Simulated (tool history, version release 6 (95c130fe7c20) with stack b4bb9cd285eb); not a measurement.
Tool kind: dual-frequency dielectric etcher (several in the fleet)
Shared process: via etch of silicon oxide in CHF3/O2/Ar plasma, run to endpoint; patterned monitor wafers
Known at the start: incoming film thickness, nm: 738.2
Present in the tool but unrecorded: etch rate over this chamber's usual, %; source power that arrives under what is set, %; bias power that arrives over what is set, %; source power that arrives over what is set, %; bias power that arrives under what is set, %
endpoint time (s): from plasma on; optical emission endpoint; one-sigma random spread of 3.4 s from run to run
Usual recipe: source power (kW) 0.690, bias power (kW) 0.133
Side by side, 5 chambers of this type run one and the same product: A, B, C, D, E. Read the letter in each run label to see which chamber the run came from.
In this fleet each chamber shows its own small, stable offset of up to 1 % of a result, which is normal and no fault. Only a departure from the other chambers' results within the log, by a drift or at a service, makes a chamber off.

run   hour  source power (kW)  bias power (kW)  hours since the last wet clean  hours since the last source power generator calibration  hours since the last bias power generator calibration  endpoint time (s)
 1C    3.1              0.690            0.133                            33.4                                                   1642.3                                                  653.6             390.06
 2E    5.2              0.690            0.133                           196.6                                                   1037.5                                                 2287.2             389.23
 3A    7.3              0.690            0.133                           158.8                                                   2312.5                                                 3406.9             385.42
      10.9  -- chamber B: wet clean of the chamber
 4D   11.1              0.690            0.133                           520.4                                                    469.7                                                  158.2             391.62
 5B   13.4              0.690            0.133                             2.5                                                   1398.0                                                  973.3             392.02
 6B   17.0              0.690            0.133                             6.1                                                   1401.6                                                  976.9             387.68
 7D   20.9              0.690            0.133                           530.2                                                    479.5                                                  168.0             386.76
 8E   25.3              0.690            0.133                           216.7                                                   1057.6                                                 2307.3             388.33
 9C   27.8              0.690            0.133                            58.1                                                   1667.0                                                  678.3             383.95
10A   29.7              0.690            0.133                           181.2                                                   2334.9                                                 3429.3             387.62
11B   31.8              0.690            0.133                            20.9                                                   1416.4                                                  991.7             392.30
12E   35.2              0.690            0.133                           226.6                                                   1067.5                                                 2317.2             388.84
13D   38.7              0.690            0.133                           548.0                                                    497.3                                                  185.8             384.62
14C   42.1              0.690            0.113                            72.4                                                   1681.3                                                  692.6             406.81
15A   44.4              0.690            0.113                           195.9                                                   2349.6                                                 3444.0             410.61
16E   47.5              0.690            0.113                           238.9                                                   1079.8                                                 2329.5             409.30
17B   49.6              0.690            0.113                            38.7                                                   1434.2                                                 1009.5             405.23
18D   52.1              0.690            0.113                           561.4                                                    510.7                                                  199.2             403.61
19A   54.6              0.690            0.133                           206.1                                                   2359.8                                                 3454.2             390.38
20C   57.6              0.690            0.133                            87.9                                                   1696.8                                                  708.1             380.86
21E   61.4              0.800            0.120                           252.8                                                   1093.7                                                 2343.4             380.85
22C   65.0              0.800            0.120                            95.3                                                   1704.2                                                  715.5             379.27
23B   69.2              0.800            0.120                            58.3                                                   1453.8                                                 1029.1             376.52
24D   71.3              0.800            0.120                           580.6                                                    529.9                                                  218.4             384.13
25A   74.8              0.800            0.120                           226.3                                                   2380.0                                                 3474.4             379.07
26D   76.9              0.690            0.133                           586.2                                                    535.5                                                  224.0             385.31
27E   81.3              0.690            0.133                           272.7                                                   1113.6                                                 2363.3             385.33
28A   85.0              0.690            0.133                           236.5                                                   2390.2                                                 3484.6             380.72
29B   89.0              0.690            0.133                            78.1                                                   1473.6                                                 1048.9             391.15
30C   91.3              0.690            0.133                           121.6                                                   1730.5                                                  741.8             389.45
31C   95.3              0.690            0.133                           125.6                                                   1734.5                                                  745.8             387.81
32A   97.3              0.690            0.133                           248.8                                                   2402.5                                                 3496.9             376.10
33B  101.7              0.690            0.133                            90.8                                                   1486.3                                                 1061.6             387.24
34D  105.4              0.690            0.133                           614.7                                                    564.0                                                  252.5             379.39
     105.7  -- chamber A: source power generator calibrated
35E  109.0              0.690            0.133                           300.4                                                   1141.3                                                 2391.0             385.40
36D  112.9              0.690            0.133                           622.2                                                    571.5                                                  260.0             390.84
37E  117.4              0.690            0.133                           308.8                                                   1149.7                                                 2399.4             387.23
38C  121.2              0.690            0.133                           151.5                                                   1760.4                                                  771.7             383.16
39A  123.2              0.690            0.133                           274.7                                                     17.6                                                 3522.8             377.87
40B  127.1              0.690            0.133                           116.2                                                   1511.7                                                 1087.0             387.56
41B  131.1              0.690            0.133                           120.2                                                   1515.7                                                 1091.0             389.22
42C  135.5              0.690            0.133                           165.8                                                   1774.7                                                  786.0             384.50

Does one chamber stand apart from the rest, does the shared gauge drift, or is all well apart from small per-chamber offsets? Give the chamber and the most likely cause, where there is one.

Chamber A drifts away from the others.
Likeliest cause: etch rate over this chamber's usual, % = 5.06.

Which of the 4 candidates below, each the usual settings with something changed and its results left as question marks, puts chamber A back in line with what the other chambers give on the usual settings?
To be in line, a result may differ from the other chambers' mean on the usual settings by at most: endpoint time (s) 12.00
43A-1  138.8              0.860            0.133                                                                                                                                                                  ?
43A-2  138.8              0.770            0.133                                                                                                                                                                  ?
43A-3  138.8              0.590            0.117                                                                                                                                                                  ?
43A-4  138.8              0.640            0.126                                                                                                                                                                  ?

The other chambers' mean on the usual settings: endpoint time (s) 387.76
  run  endpoint time (s)
43A-1             340.87
43A-2             356.14
43A-3             411.99
43A-4             389.77
43A-4 brings the chamber back in line.

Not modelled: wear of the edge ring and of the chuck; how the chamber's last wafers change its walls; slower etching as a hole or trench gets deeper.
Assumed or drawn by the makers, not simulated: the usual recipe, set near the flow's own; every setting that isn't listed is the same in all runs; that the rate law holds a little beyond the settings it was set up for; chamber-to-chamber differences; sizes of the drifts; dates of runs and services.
